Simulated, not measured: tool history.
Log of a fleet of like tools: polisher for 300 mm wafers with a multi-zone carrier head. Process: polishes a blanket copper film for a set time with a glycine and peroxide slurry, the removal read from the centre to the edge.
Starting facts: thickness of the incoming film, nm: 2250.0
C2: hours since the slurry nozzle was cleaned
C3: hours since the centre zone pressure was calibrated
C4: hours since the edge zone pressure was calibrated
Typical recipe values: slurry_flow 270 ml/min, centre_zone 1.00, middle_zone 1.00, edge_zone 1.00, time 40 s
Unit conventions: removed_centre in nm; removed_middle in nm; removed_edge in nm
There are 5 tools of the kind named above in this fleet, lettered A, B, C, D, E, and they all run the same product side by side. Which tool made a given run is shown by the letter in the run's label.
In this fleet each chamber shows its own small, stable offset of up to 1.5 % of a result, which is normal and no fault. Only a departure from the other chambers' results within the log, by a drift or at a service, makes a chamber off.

{"hour": 8.0, "done": "chamber E: edge zone pressure recalibrated"}
{"run": "1B", "hour": 9.9, "slurry_flow": 270, "centre_zone": 1.0, "middle_zone": 1.0, "edge_zone": 1.0, "time": 40, "wafers polished on this pad": 771, "C2": 523.5, "C3": 147.2, "C4": 54.5, "removed_centre": 190.34, "removed_middle": 189.75, "removed_edge": 187.03}
{"hour": 10.0, "done": "chamber C: worn pad replaced by a new one"}
{"run": "2A", "hour": 14.8, "slurry_flow": 270, "centre_zone": 1.0, "middle_zone": 1.0, "edge_zone": 1.0, "time": 40, "wafers polished on this pad": 704, "C2": 301.2, "C3": 272.4, "C4": 723.9, "removed_centre": 187.52, "removed_middle": 191.4, "removed_edge": 194.75}
{"run": "3E", "hour": 20.1, "slurry_flow": 270, "centre_zone": 1.0, "middle_zone": 1.0, "edge_zone": 1.0, "time": 40, "wafers polished on this pad": 568, "C2": 178.1, "C3": 917.8, "C4": 12.1, "removed_centre": 184.04, "removed_middle": 187.95, "removed_edge": 190.39}
{"hour": 21.2, "done": "chamber A: worn pad replaced by a new one"}
{"run": "4D", "hour": 30.1, "slurry_flow": 270, "centre_zone": 1.0, "middle_zone": 1.0, "edge_zone": 1.0, "time": 40, "wafers polished on this pad": 1071, "C2": 219.8, "C3": 727.3, "C4": 134.1, "removed_centre": 188.12, "removed_middle": 187.68, "removed_edge": 186.26}
{"run": "5C", "hour": 35.5, "slurry_flow": 270, "centre_zone": 1.0, "middle_zone": 1.0, "edge_zone": 1.0, "time": 40, "wafers polished on this pad": 222, "C2": 215.4, "C3": 394.5, "C4": 986.7, "removed_centre": 191.33, "removed_middle": 191.72, "removed_edge": 186.27}
{"run": "6A", "hour": 43.2, "slurry_flow": 270, "centre_zone": 1.0, "middle_zone": 1.0, "edge_zone": 1.0, "time": 40, "wafers polished on this pad": 191, "C2": 329.6, "C3": 300.8, "C4": 752.3, "removed_centre": 189.05, "removed_middle": 188.61, "removed_edge": 194.78}
{"hour": 44.2, "done": "chamber C: centre zone pressure recalibrated"}
{"run": "7E", "hour": 48.8, "slurry_flow": 270, "centre_zone": 1.0, "middle_zone": 1.0, "edge_zone": 1.0, "time": 40, "wafers polished on this pad": 817, "C2": 206.8, "C3": 946.5, "C4": 40.8, "removed_centre": 184.96, "removed_middle": 189.12, "removed_edge": 188.24}
{"hour": 52.6, "done": "chamber C: edge zone pressure recalibrated"}
{"run": "8C", "hour": 55.9, "slurry_flow": 270, "centre_zone": 0.93, "middle_zone": 1.0, "edge_zone": 1.0, "time": 40, "wafers polished on this pad": 399, "C2": 235.8, "C3": 11.7, "C4": 3.3, "removed_centre": 172.2, "removed_middle": 186.36, "removed_edge": 182.5}
{"hour": 56.3, "done": "chamber A: edge zone pressure recalibrated"}
{"run": "9D", "hour": 64.6, "slurry_flow": 270, "centre_zone": 0.93, "middle_zone": 1.0, "edge_zone": 1.0, "time": 40, "wafers polished on this pad": 1371, "C2": 254.3, "C3": 761.8, "C4": 168.6, "removed_centre": 172.81, "removed_middle": 188.05, "removed_edge": 186.11}
{"hour": 65.9, "done": "chamber E: worn pad replaced by a new one"}
{"hour": 69.7, "done": "chamber D: worn pad replaced by a new one"}
{"run": "10B", "hour": 70.8, "slurry_flow": 270, "centre_zone": 0.93, "middle_zone": 1.0, "edge_zone": 1.0, "time": 40, "wafers polished on this pad": 1301, "C2": 584.4, "C3": 208.1, "C4": 115.4, "removed_centre": 173.38, "removed_middle": 184.56, "removed_edge": 192.63}
{"hour": 74.8, "done": "chamber C: worn pad replaced by a new one"}
{"run": "11B", "hour": 75.4, "slurry_flow": 270, "centre_zone": 0.93, "middle_zone": 1.0, "edge_zone": 1.0, "time": 40, "wafers polished on this pad": 1341, "C2": 589.0, "C3": 212.7, "C4": 120.0, "removed_centre": 170.76, "removed_middle": 185.98, "removed_edge": 188.83}
{"hour": 82.1, "done": "chamber C: slurry nozzle cleaned"}
{"hour": 84.0, "done": "chamber B: worn pad replaced by a new one"}
{"run": "12E", "hour": 84.8, "slurry_flow": 270, "centre_zone": 0.93, "middle_zone": 1.0, "edge_zone": 1.0, "time": 40, "wafers polished on this pad": 164, "C2": 242.8, "C3": 982.5, "C4": 76.8, "removed_centre": 172.06, "removed_middle": 188.85, "removed_edge": 192.92}
{"hour": 89.7, "done": "chamber A: slurry nozzle cleaned"}
{"run": "13D", "hour": 93.2, "slurry_flow": 270, "centre_zone": 1.0, "middle_zone": 1.0, "edge_zone": 1.0, "time": 40, "wafers polished on this pad": 204, "C2": 282.9, "C3": 790.4, "C4": 197.2, "removed_centre": 187.04, "removed_middle": 188.8, "removed_edge": 190.49}
{"hour": 95.9, "done": "chamber B: slurry nozzle cleaned"}
{"run": "14A", "hour": 99.1, "slurry_flow": 270, "centre_zone": 1.0, "middle_zone": 1.0, "edge_zone": 1.0, "time": 40, "wafers polished on this pad": 678, "C2": 9.4, "C3": 356.7, "C4": 42.8, "removed_centre": 187.2, "removed_middle": 190.25, "removed_edge": 189.77}
{"run": "15C", "hour": 104.7, "slurry_flow": 270, "centre_zone": 1.0, "middle_zone": 1.0, "edge_zone": 1.0, "time": 40, "wafers polished on this pad": 260, "C2": 22.7, "C3": 60.5, "C4": 52.1, "removed_centre": 188.9, "removed_middle": 185.76, "removed_edge": 188.01}
{"hour": 111.5, "done": "chamber A: worn pad replaced by a new one"}
{"run": "16D", "hour": 113.9, "slurry_flow": 270, "centre_zone": 0.91, "middle_zone": 1.0, "edge_zone": 1.08, "time": 40, "wafers polished on this pad": 384, "C2": 303.6, "C3": 811.1, "C4": 217.9, "removed_centre": 168.52, "removed_middle": 192.59, "removed_edge": 196.8}
{"run": "17C", "hour": 122.9, "slurry_flow": 270, "centre_zone": 0.91, "middle_zone": 1.0, "edge_zone": 1.08, "time": 40, "wafers polished on this pad": 418, "C2": 40.9, "C3": 78.7, "C4": 70.3, "removed_centre": 171.93, "removed_middle": 189.31, "removed_edge": 194.77}
{"run": "18A", "hour": 131.8, "slurry_flow": 270, "centre_zone": 0.91, "middle_zone": 1.0, "edge_zone": 1.08, "time": 40, "wafers polished on this pad": 176, "C2": 42.1, "C3": 389.4, "C4": 75.5, "removed_centre": 169.0, "removed_middle": 192.53, "removed_edge": 195.47}
{"run": "19E", "hour": 140.9, "slurry_flow": 270, "centre_zone": 0.91, "middle_zone": 1.0, "edge_zone": 1.08, "time": 40, "wafers polished on this pad": 652, "C2": 298.9, "C3": 1038.6, "C4": 132.9, "removed_centre": 163.75, "removed_middle": 181.01, "removed_edge": 193.5}
{"hour": 145.4, "done": "chamber C: worn pad replaced by a new one"}
{"run": "20B", "hour": 149.7, "slurry_flow": 270, "centre_zone": 0.91, "middle_zone": 1.0, "edge_zone": 1.08, "time": 40, "wafers polished on this pad": 571, "C2": 53.8, "C3": 287.0, "C4": 194.3, "removed_centre": 172.9, "removed_middle": 186.75, "removed_edge": 200.76}
{"run": "21C", "hour": 158.7, "slurry_flow": 270, "centre_zone": 1.0, "middle_zone": 1.0, "edge_zone": 1.0, "time": 40, "wafers polished on this pad": 115, "C2": 76.7, "C3": 114.5, "C4": 106.1, "removed_centre": 191.23, "removed_middle": 189.01, "removed_edge": 186.06}
{"run": "22D", "hour": 165.8, "slurry_flow": 270, "centre_zone": 1.0, "middle_zone": 1.0, "edge_zone": 1.0, "time": 40, "wafers polished on this pad": 836, "C2": 355.5, "C3": 863.0, "C4": 269.8, "removed_centre": 191.01, "removed_middle": 190.8, "removed_edge": 188.71}
{"run": "23A", "hour": 174.8, "slurry_flow": 270, "centre_zone": 1.0, "middle_zone": 1.0, "edge_zone": 1.0, "time": 40, "wafers polished on this pad": 551, "C2": 85.1, "C3": 432.4, "C4": 118.5, "removed_centre": 189.2, "removed_middle": 185.18, "removed_edge": 188.82}
{"hour": 183.1, "done": "chamber E: worn pad replaced by a new one"}
{"run": "24E", "hour": 185.3, "slurry_flow": 270, "centre_zone": 1.0, "middle_zone": 1.0, "edge_zone": 1.0, "time": 40, "wafers polished on this pad": 19, "C2": 343.3, "C3": 1083.0, "C4": 177.3, "removed_centre": 181.65, "removed_middle": 186.0, "removed_edge": 189.0}
{"hour": 188.3, "done": "chamber A: worn pad replaced by a new one"}
{"run": "25B", "hour": 195.4, "slurry_flow": 270, "centre_zone": 1.0, "middle_zone": 1.0, "edge_zone": 1.0, "time": 40, "wafers polished on this pad": 969, "C2": 99.5, "C3": 332.7, "C4": 240.0, "removed_centre": 187.0, "removed_middle": 187.77, "removed_edge": 190.74}
{"run": "26E", "hour": 204.1, "slurry_flow": 270, "centre_zone": 1.0, "middle_zone": 1.0, "edge_zone": 1.0, "time": 40, "wafers polished on this pad": 182, "C2": 362.1, "C3": 1101.8, "C4": 196.1, "removed_centre": 182.88, "removed_middle": 187.32, "removed_edge": 187.71}
{"hour": 204.9, "done": "chamber C: worn pad replaced by a new one"}
{"hour": 207.5, "done": "chamber D: slurry nozzle cleaned"}
{"run": "27B", "hour": 209.4, "slurry_flow": 270, "centre_zone": 1.0, "middle_zone": 1.0, "edge_zone": 1.0, "time": 40, "wafers polished on this pad": 1091, "C2": 113.5, "C3": 346.7, "C4": 254.0, "removed_centre": 188.96, "removed_middle": 188.83, "removed_edge": 191.42}
{"run": "28D", "hour": 215.3, "slurry_flow": 270, "centre_zone": 1.0, "middle_zone": 1.09, "edge_zone": 1.0, "time": 40, "wafers polished on this pad": 1267, "C2": 7.8, "C3": 912.5, "C4": 319.3, "removed_centre": 187.89, "removed_middle": 207.46, "removed_edge": 182.8}
{"hour": 220.9, "done": "chamber B: worn pad replaced by a new one"}
{"run": "29C", "hour": 221.8, "slurry_flow": 270, "centre_zone": 1.0, "middle_zone": 1.09, "edge_zone": 1.0, "time": 40, "wafers polished on this pad": 147, "C2": 139.8, "C3": 177.6, "C4": 169.2, "removed_centre": 187.02, "removed_middle": 207.93, "removed_edge": 186.07}
{"run": "30A", "hour": 229.7, "slurry_flow": 270, "centre_zone": 1.0, "middle_zone": 1.09, "edge_zone": 1.0, "time": 40, "wafers polished on this pad": 360, "C2": 140.0, "C3": 487.3, "C4": 173.4, "removed_centre": 185.43, "removed_middle": 204.04, "removed_edge": 192.27}
{"hour": 232.4, "done": "chamber D: worn pad replaced by a new one"}
{"run": "31C", "hour": 239.8, "slurry_flow": 270, "centre_zone": 1.0, "middle_zone": 1.09, "edge_zone": 1.0, "time": 40, "wafers polished on this pad": 304, "C2": 157.8, "C3": 195.6, "C4": 187.2, "removed_centre": 187.91, "removed_middle": 205.4, "removed_edge": 186.2}
{"run": "32E", "hour": 247.2, "slurry_flow": 270, "centre_zone": 1.0, "middle_zone": 1.09, "edge_zone": 1.0, "time": 40, "wafers polished on this pad": 557, "C2": 405.2, "C3": 1144.9, "C4": 239.2, "removed_centre": 179.5, "removed_middle": 197.3, "removed_edge": 184.51}
{"run": "33A", "hour": 254.9, "slurry_flow": 270, "centre_zone": 1.0, "middle_zone": 1.0, "edge_zone": 1.0, "time": 40, "wafers polished on this pad": 579, "C2": 165.2, "C3": 512.5, "C4": 198.6, "removed_centre": 186.07, "removed_middle": 187.32, "removed_edge": 191.57}
{"run": "34D", "hour": 263.7, "slurry_flow": 270, "centre_zone": 1.0, "middle_zone": 1.0, "edge_zone": 1.0, "time": 40, "wafers polished on this pad": 272, "C2": 56.2, "C3": 960.9, "C4": 367.7, "removed_centre": 188.86, "removed_middle": 186.88, "removed_edge": 186.35}
{"hour": 265.2, "done": "chamber A: worn pad replaced by a new one"}
{"hour": 267.0, "done": "chamber C: worn pad replaced by a new one"}
{"run": "35B", "hour": 270.8, "slurry_flow": 185, "centre_zone": 1.0, "middle_zone": 0.91, "edge_zone": 1.0, "time": 40, "wafers polished on this pad": 434, "C2": 174.9, "C3": 408.1, "C4": 315.4, "removed_centre": 179.47, "removed_middle": 164.35, "removed_edge": 184.59}
{"run": "36B", "hour": 276.0, "slurry_flow": 185, "centre_zone": 1.0, "middle_zone": 0.91, "edge_zone": 1.0, "time": 40, "wafers polished on this pad": 479, "C2": 180.1, "C3": 413.3, "C4": 320.6, "removed_centre": 176.74, "removed_middle": 166.18, "removed_edge": 185.35}
{"run": "37E", "hour": 282.4, "slurry_flow": 185, "centre_zone": 1.0, "middle_zone": 0.91, "edge_zone": 1.0, "time": 40, "wafers polished on this pad": 864, "C2": 440.4, "C3": 1180.1, "C4": 274.4, "removed_centre": 164.61, "removed_middle": 154.86, "removed_edge": 174.73}
{"hour": 290.3, "done": "chamber E: worn pad replaced by a new one"}
{"run": "38D", "hour": 291.6, "slurry_flow": 185, "centre_zone": 1.0, "middle_zone": 0.91, "edge_zone": 1.0, "time": 40, "wafers polished on this pad": 515, "C2": 84.1, "C3": 988.8, "C4": 395.6, "removed_centre": 179.41, "removed_middle": 168.0, "removed_edge": 181.48}
{"run": "39C", "hour": 297.0, "slurry_flow": 185, "centre_zone": 1.0, "middle_zone": 0.91, "edge_zone": 1.0, "time": 40, "wafers polished on this pad": 261, "C2": 215.0, "C3": 252.8, "C4": 244.4, "removed_centre": 178.6, "removed_middle": 168.3, "removed_edge": 181.31}
{"run": "40A", "hour": 303.4, "slurry_flow": 270, "centre_zone": 1.0, "middle_zone": 1.0, "edge_zone": 1.0, "time": 40, "wafers polished on this pad": 332, "C2": 213.7, "C3": 561.0, "C4": 247.1, "removed_centre": 190.4, "removed_middle": 193.39, "removed_edge": 190.21}
{"run": "41C", "hour": 309.7, "slurry_flow": 270, "centre_zone": 1.0, "middle_zone": 1.0, "edge_zone": 0.94, "time": 40, "wafers polished on this pad": 371, "C2": 227.7, "C3": 265.5, "C4": 257.1, "removed_centre": 185.09, "removed_middle": 193.7, "removed_edge": 183.23}
{"run": "42A", "hour": 317.0, "slurry_flow": 270, "centre_zone": 1.0, "middle_zone": 1.0, "edge_zone": 0.94, "time": 40, "wafers polished on this pad": 450, "C2": 227.3, "C3": 574.6, "C4": 260.7, "removed_centre": 188.77, "removed_middle": 187.81, "removed_edge": 183.81}
{"run": "43E", "hour": 322.7, "slurry_flow": 270, "centre_zone": 1.0, "middle_zone": 1.0, "edge_zone": 0.94, "time": 40, "wafers polished on this pad": 282, "C2": 480.7, "C3": 1220.4, "C4": 314.7, "removed_centre": 179.01, "removed_middle": 181.51, "removed_edge": 177.72}
{"run": "44D", "hour": 331.5, "slurry_flow": 270, "centre_zone": 1.0, "middle_zone": 1.0, "edge_zone": 0.94, "time": 40, "wafers polished on this pad": 862, "C2": 124.0, "C3": 1028.7, "C4": 435.5, "removed_centre": 185.93, "removed_middle": 194.56, "removed_edge": 178.4}

All chambers now run identical settings, listed one chamber a line with results as question marks. What results will each chamber show?
{"run": "45A", "hour": 339.0, "slurry_flow": 270, "centre_zone": 1.0, "middle_zone": 1.0, "edge_zone": 1.0, "time": 40, "removed_centre": "?", "removed_middle": "?", "removed_edge": "?"}
{"run": "45B", "hour": 339.0, "slurry_flow": 270, "centre_zone": 1.0, "middle_zone": 1.0, "edge_zone": 1.0, "time": 40, "removed_centre": "?", "removed_middle": "?", "removed_edge": "?"}
{"run": "45C", "hour": 339.0, "slurry_flow": 270, "centre_zone": 1.0, "middle_zone": 1.0, "edge_zone": 1.0, "time": 40, "removed_centre": "?", "removed_middle": "?", "removed_edge": "?"}
{"run": "45D", "hour": 339.0, "slurry_flow": 270, "centre_zone": 1.0, "middle_zone": 1.0, "edge_zone": 1.0, "time": 40, "removed_centre": "?", "removed_middle": "?", "removed_edge": "?"}
{"run": "45E", "hour": 339.0, "slurry_flow": 270, "centre_zone": 1.0, "middle_zone": 1.0, "edge_zone": 1.0, "time": 40, "removed_centre": "?", "removed_middle": "?", "removed_edge": "?"}

run=45A removed_centre=190.54 removed_middle=190.26 removed_edge=190.25
run=45B removed_centre=189.11 removed_middle=188.78 removed_edge=190.55
run=45C removed_centre=188.63 removed_middle=190.02 removed_edge=189.08
run=45D removed_centre=185.32 removed_middle=191.60 removed_edge=189.22
run=45E removed_centre=175.18 removed_middle=177.22 removed_edge=179.71
